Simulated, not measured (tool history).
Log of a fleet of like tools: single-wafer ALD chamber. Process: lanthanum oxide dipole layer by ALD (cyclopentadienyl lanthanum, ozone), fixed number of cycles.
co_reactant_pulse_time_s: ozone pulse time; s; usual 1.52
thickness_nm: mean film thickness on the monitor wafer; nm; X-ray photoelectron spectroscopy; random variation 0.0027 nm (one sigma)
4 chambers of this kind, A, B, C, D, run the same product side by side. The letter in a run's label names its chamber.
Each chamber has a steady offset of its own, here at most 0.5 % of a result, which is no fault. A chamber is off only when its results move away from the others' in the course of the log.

run	hour	co_reactant_pulse_time_s	read-back reference wafer on the same gauge, thickness_nm	thickness_nm
1B	13.3	1.52	0.45728	0.55057
2D	25.7	1.52	0.45675	0.54911
3C	33.3	1.52	0.457	0.5508
4A	40.5	1.52	0.45723	0.54905
5C	49.4	1.52	0.45713	0.55658
6D	60.2	1.52	0.45726	0.55754
7B	70.3	1.15	0.45739	0.52382
8A	84.7	1.15	0.45655	0.5205
9A	93.2	1.15	0.45718	0.52001
10D	108	1.15	0.45718	0.51802
11B	114.9	1.52	0.45679	0.55
12C	122.3	1.52	0.457	0.54961
13D	131.6	1.52	0.45759	0.54047
14A	138.1	1.52	0.45748	0.55318
15B	152.5	1.52	0.45737	0.55211
16C	165.1	1.52	0.45705	0.5455
17A	173.3	2.03	0.45698	0.57118
18C	186.4	2.03	0.45681	0.56998
19B	200.5	2.03	0.45635	0.57284
20D	212.2	2.03	0.45705	0.55907
21A	222.7	1.52	0.45654	0.55342
22D	230.8	1.52	0.45723	0.53649
23C	244.4	1.52	0.4572	0.54846
24B	251.8	1.88	0.45685	0.57148
25A	260.3	1.88	0.45696	0.56807
26D	270.6	1.88	0.45709	0.54833

Next, every chamber runs the same settings. What will each give?
27A	281.2	1.23		?
27B	281.2	1.23		?
27C	281.2	1.23		?
27D	281.2	1.23		?

run	thickness_nm
27A	0.52662
27B	0.52561
27C	0.52998
27D	0.4884
